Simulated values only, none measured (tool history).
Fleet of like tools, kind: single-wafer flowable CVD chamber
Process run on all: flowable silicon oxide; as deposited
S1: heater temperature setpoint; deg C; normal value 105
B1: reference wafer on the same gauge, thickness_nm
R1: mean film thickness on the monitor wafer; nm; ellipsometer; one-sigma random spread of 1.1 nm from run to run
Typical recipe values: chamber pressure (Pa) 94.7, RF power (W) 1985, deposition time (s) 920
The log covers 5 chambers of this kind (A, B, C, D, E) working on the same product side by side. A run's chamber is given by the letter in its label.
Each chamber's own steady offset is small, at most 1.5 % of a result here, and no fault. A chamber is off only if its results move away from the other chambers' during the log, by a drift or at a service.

run 1C hour=3.5 | S1=105 chamber_pressure_(Pa)=94.7 RF_power_(W)=1985 deposition_time_(s)=920 | B1=438.10 | R1=404.05
run 2B hour=8.2 | S1=105 chamber_pressure_(Pa)=94.7 RF_power_(W)=1985 deposition_time_(s)=920 | B1=437.86 | R1=396.48
run 3D hour=11.3 | S1=105 chamber_pressure_(Pa)=94.7 RF_power_(W)=1985 deposition_time_(s)=920 | B1=438.19 | R1=400.90
run 4E hour=16.3 | S1=105 chamber_pressure_(Pa)=94.7 RF_power_(W)=1985 deposition_time_(s)=920 | B1=437.90 | R1=400.88
run 5A hour=19.3 | S1=105 chamber_pressure_(Pa)=94.7 RF_power_(W)=1985 deposition_time_(s)=920 | B1=437.98 | R1=404.03
run 6E hour=23.4 | S1=105 chamber_pressure_(Pa)=94.7 RF_power_(W)=1985 deposition_time_(s)=920 | B1=437.96 | R1=401.61
-- hour=28.2 chamber E: thermocouple changed; heater temperature recalibrated
run 7A hour=28.3 | S1=105 chamber_pressure_(Pa)=94.7 RF_power_(W)=1705 deposition_time_(s)=862 | B1=438.26 | R1=364.72
run 8C hour=35.0 | S1=105 chamber_pressure_(Pa)=94.7 RF_power_(W)=1705 deposition_time_(s)=862 | B1=437.98 | R1=366.22
run 9D hour=41.1 | S1=105 chamber_pressure_(Pa)=94.7 RF_power_(W)=1705 deposition_time_(s)=862 | B1=438.04 | R1=362.69
run 10B hour=45.1 | S1=105 chamber_pressure_(Pa)=94.7 RF_power_(W)=1705 deposition_time_(s)=862 | B1=438.01 | R1=358.00
run 11E hour=48.2 | S1=105 chamber_pressure_(Pa)=94.7 RF_power_(W)=1705 deposition_time_(s)=862 | B1=437.82 | R1=365.05
run 12C hour=54.3 | S1=105 chamber_pressure_(Pa)=94.7 RF_power_(W)=1985 deposition_time_(s)=920 | B1=438.11 | R1=406.35
run 13A hour=60.4 | S1=112 chamber_pressure_(Pa)=115.7 RF_power_(W)=1985 deposition_time_(s)=920 | B1=438.00 | R1=417.23
run 14D hour=65.2 | S1=112 chamber_pressure_(Pa)=115.7 RF_power_(W)=1985 deposition_time_(s)=920 | B1=437.77 | R1=413.80
run 15B hour=70.7 | S1=112 chamber_pressure_(Pa)=115.7 RF_power_(W)=1985 deposition_time_(s)=920 | B1=438.00 | R1=412.61
run 16D hour=76.2 | S1=112 chamber_pressure_(Pa)=115.7 RF_power_(W)=1985 deposition_time_(s)=920 | B1=437.88 | R1=414.17
run 17B hour=81.0 | S1=112 chamber_pressure_(Pa)=115.7 RF_power_(W)=1985 deposition_time_(s)=920 | B1=437.75 | R1=410.06
run 18E hour=87.0 | S1=105 chamber_pressure_(Pa)=94.7 RF_power_(W)=1985 deposition_time_(s)=920 | B1=437.78 | R1=401.54
run 19A hour=93.4 | S1=105 chamber_pressure_(Pa)=94.7 RF_power_(W)=1985 deposition_time_(s)=920 | B1=437.82 | R1=402.52
run 20C hour=97.2 | S1=119 chamber_pressure_(Pa)=94.7 RF_power_(W)=2175 deposition_time_(s)=920 | B1=438.12 | R1=265.44
run 21D hour=103.9 | S1=119 chamber_pressure_(Pa)=94.7 RF_power_(W)=2175 deposition_time_(s)=920 | B1=438.47 | R1=260.69
run 22B hour=108.7 | S1=119 chamber_pressure_(Pa)=94.7 RF_power_(W)=2175 deposition_time_(s)=920 | B1=437.99 | R1=259.18
run 23A hour=113.1 | S1=119 chamber_pressure_(Pa)=94.7 RF_power_(W)=2175 deposition_time_(s)=920 | B1=438.25 | R1=262.87
-- hour=117.5 chamber B: thermocouple changed; heater temperature recalibrated
run 24E hour=117.8 | S1=119 chamber_pressure_(Pa)=94.7 RF_power_(W)=2175 deposition_time_(s)=920 | B1=438.20 | R1=263.90
run 25C hour=124.5 | S1=105 chamber_pressure_(Pa)=94.7 RF_power_(W)=1985 deposition_time_(s)=920 | B1=438.17 | R1=406.09
run 26E hour=129.8 | S1=105 chamber_pressure_(Pa)=94.7 RF_power_(W)=1985 deposition_time_(s)=920 | B1=437.90 | R1=404.12
run 27A hour=135.1 | S1=105 chamber_pressure_(Pa)=94.7 RF_power_(W)=1985 deposition_time_(s)=920 | B1=438.42 | R1=404.26
run 28D hour=141.5 | S1=105 chamber_pressure_(Pa)=94.7 RF_power_(W)=1985 deposition_time_(s)=920 | B1=437.75 | R1=401.05
run 29B hour=145.0 | S1=105 chamber_pressure_(Pa)=94.7 RF_power_(W)=1985 deposition_time_(s)=920 | B1=437.87 | R1=414.40
run 30C hour=150.8 | S1=105 chamber_pressure_(Pa)=94.7 RF_power_(W)=1985 deposition_time_(s)=920 | B1=437.97 | R1=405.27
run 31C hour=154.4 | S1=105 chamber_pressure_(Pa)=94.7 RF_power_(W)=1985 deposition_time_(s)=920 | B1=438.01 | R1=405.58
run 32B hour=159.2 | S1=119 chamber_pressure_(Pa)=94.7 RF_power_(W)=1985 deposition_time_(s)=920 | B1=437.72 | R1=263.83
run 33D hour=164.3 | S1=119 chamber_pressure_(Pa)=94.7 RF_power_(W)=1985 deposition_time_(s)=920 | B1=437.89 | R1=256.31
run 34A hour=170.7 | S1=119 chamber_pressure_(Pa)=94.7 RF_power_(W)=1985 deposition_time_(s)=920 | B1=437.81 | R1=257.75
run 35E hour=173.6 | S1=119 chamber_pressure_(Pa)=94.7 RF_power_(W)=1985 deposition_time_(s)=920 | B1=437.98 | R1=259.13
run 36B hour=176.9 | S1=119 chamber_pressure_(Pa)=94.7 RF_power_(W)=1985 deposition_time_(s)=920 | B1=438.32 | R1=263.67
run 37E hour=182.7 | S1=105 chamber_pressure_(Pa)=94.7 RF_power_(W)=1985 deposition_time_(s)=920 | B1=438.17 | R1=402.80
run 38A hour=188.4 | S1=105 chamber_pressure_(Pa)=94.7 RF_power_(W)=1985 deposition_time_(s)=920 | B1=438.01 | R1=399.94
run 39D hour=194.3 | S1=105 chamber_pressure_(Pa)=94.7 RF_power_(W)=1985 deposition_time_(s)=920 | B1=437.92 | R1=402.71
run 40C hour=199.9 | S1=105 chamber_pressure_(Pa)=94.7 RF_power_(W)=1985 deposition_time_(s)=920 | B1=438.09 | R1=405.74
run 41C hour=205.6 | S1=105 chamber_pressure_(Pa)=94.7 RF_power_(W)=1985 deposition_time_(s)=920 | B1=438.26 | R1=406.18
run 42D hour=210.8 | S1=105 chamber_pressure_(Pa)=94.7 RF_power_(W)=1985 deposition_time_(s)=920 | B1=438.00 | R1=403.00

For the next run the whole fleet of 5 chambers uses the same settings. Give each chamber's results:
run 43A hour=215.7 | S1=105 chamber_pressure_(Pa)=94.7 RF_power_(W)=1985 deposition_time_(s)=920 | R1=?
run 43B hour=215.7 | S1=105 chamber_pressure_(Pa)=94.7 RF_power_(W)=1985 deposition_time_(s)=920 | R1=?
run 43C hour=215.7 | S1=105 chamber_pressure_(Pa)=94.7 RF_power_(W)=1985 deposition_time_(s)=920 | R1=?
run 43D hour=215.7 | S1=105 chamber_pressure_(Pa)=94.7 RF_power_(W)=1985 deposition_time_(s)=920 | R1=?
run 43E hour=215.7 | S1=105 chamber_pressure_(Pa)=94.7 RF_power_(W)=1985 deposition_time_(s)=920 | R1=?

run=43A R1=401.62
run=43B R1=415.41
run=43C R1=403.86
run=43D R1=400.96
run=43E R1=403.27
